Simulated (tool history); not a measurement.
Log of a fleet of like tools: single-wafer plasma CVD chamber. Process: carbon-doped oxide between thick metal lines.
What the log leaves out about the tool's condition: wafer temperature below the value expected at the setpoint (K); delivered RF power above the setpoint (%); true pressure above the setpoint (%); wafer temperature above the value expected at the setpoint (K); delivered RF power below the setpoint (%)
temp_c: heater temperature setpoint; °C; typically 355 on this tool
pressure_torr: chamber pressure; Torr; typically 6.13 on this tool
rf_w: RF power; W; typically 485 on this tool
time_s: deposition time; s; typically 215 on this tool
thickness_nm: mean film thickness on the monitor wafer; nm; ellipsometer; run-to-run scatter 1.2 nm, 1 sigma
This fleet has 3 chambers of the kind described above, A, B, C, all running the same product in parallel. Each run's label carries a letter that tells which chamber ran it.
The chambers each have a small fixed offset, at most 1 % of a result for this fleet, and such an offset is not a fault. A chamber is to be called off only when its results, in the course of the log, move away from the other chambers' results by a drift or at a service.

run	hour	temp_c	pressure_torr	rf_w	time_s	hours since the last thermocouple change	hours since the last RF generator calibration	hours since the last manometer calibration	read-back reference wafer on the same gauge, thickness_nm	thickness_nm
1A	10.8	355	6.13	485	215	126.6	924.2	888.4	1139.9	1068.1
2B	18.1	355	6.13	485	215	40.2	532.0	1614.4	1139.9	1081.3
3C	31.8	355	6.13	485	215	63.3	1190.2	429.8	1140.6	1076.7
4C	44.8	355	6.13	485	215	76.3	1203.2	442.8	1140.7	1075.4
5B	54.1	355	6.13	485	215	76.2	568.0	1650.4	1140.6	1083.4
6A	66.6	355	6.13	485	215	182.4	980.0	944.2	1141.0	1070.9
7A	75.2	363	5.04	485	215	191.0	988.6	952.8	1141.0	1022.7
8C	83.7	363	5.04	485	215	115.2	1242.1	481.7	1141.2	1029.5
9B	90.9	363	5.04	485	215	113.0	604.8	1687.2	1141.3	1035.9
10B	97.6	355	6.13	485	215	119.7	611.5	1693.9	1141.3	1081.4
11A	105.6	355	6.13	485	215	221.4	1019.0	983.2	1141.5	1070.2
12C	118.9	355	6.13	485	215	150.4	1277.3	516.9	1141.7	1077.0
13B	125.5	355	6.13	485	215	147.6	639.4	1721.8	1142.0	1082.2
14A	133.2	360	6.13	485	215	249.0	1046.6	1010.8	1142.0	1056.5
15C	145.7	360	6.13	485	215	177.2	1304.1	543.7	1142.5	1062.3
# hour 146.7: chamber A: capacitance manometer re-zeroed and calibrated
16C	157.8	360	6.13	485	215	189.3	1316.2	555.8	1142.2	1062.5
17A	166.9	355	6.13	485	215	282.7	1080.3	20.2	1142.4	1071.2
18B	177.9	355	6.13	485	215	200.0	691.8	1774.2	1142.4	1085.6
19A	186.8	355	7.16	435	215	302.6	1100.2	40.1	1142.6	1012.0
20C	194.0	355	7.16	435	215	225.5	1352.4	592.0	1142.7	1017.0
# hour 198.6: chamber B: capacitance manometer re-zeroed and calibrated
21B	207.9	355	7.16	435	215	230.0	721.8	9.3	1143.1	1025.8
22C	218.6	355	6.13	485	215	250.1	1377.0	616.6	1143.3	1077.4
23B	230.7	355	6.13	485	215	252.8	744.6	32.1	1143.2	1086.6
24A	237.0	355	6.13	485	215	352.8	1150.4	90.3	1143.5	1072.7
25B	244.0	355	6.13	485	215	266.1	757.9	45.4	1143.8	1086.6
26C	253.3	355	6.13	485	215	284.8	1411.7	651.3	1144.0	1076.4
27A	266.7	355	6.13	485	215	382.5	1180.1	120.0	1143.8	1072.7
28A	275.0	355	6.13	485	215	390.8	1188.4	128.3	1144.3	1076.2
29C	281.6	355	6.91	485	248	313.1	1440.0	679.6	1144.0	1258.6
30B	291.9	355	6.91	485	248	314.0	805.8	93.3	1144.4	1266.0
31B	298.8	355	6.91	485	248	320.9	812.7	100.2	1144.6	1267.4
32A	309.6	355	6.13	485	215	425.4	1223.0	162.9	1144.7	1072.3
33C	318.1	355	6.13	485	215	349.6	1476.5	716.1	1144.8	1079.6
34A	326.5	355	6.13	485	215	442.3	1239.9	179.8	1144.8	1073.7
35B	332.7	355	6.13	485	215	354.8	846.6	134.1	1144.9	1087.9

Is one chamber out of step, is the gauge drifting, or do the chambers differ by no more than their own small offsets? For an off chamber, give its letter and the likeliest cause.

The gauge drifts, so all chambers seem to drift together. No chamber is off.
What lies behind it: gauge reads high (%) = 0.45.
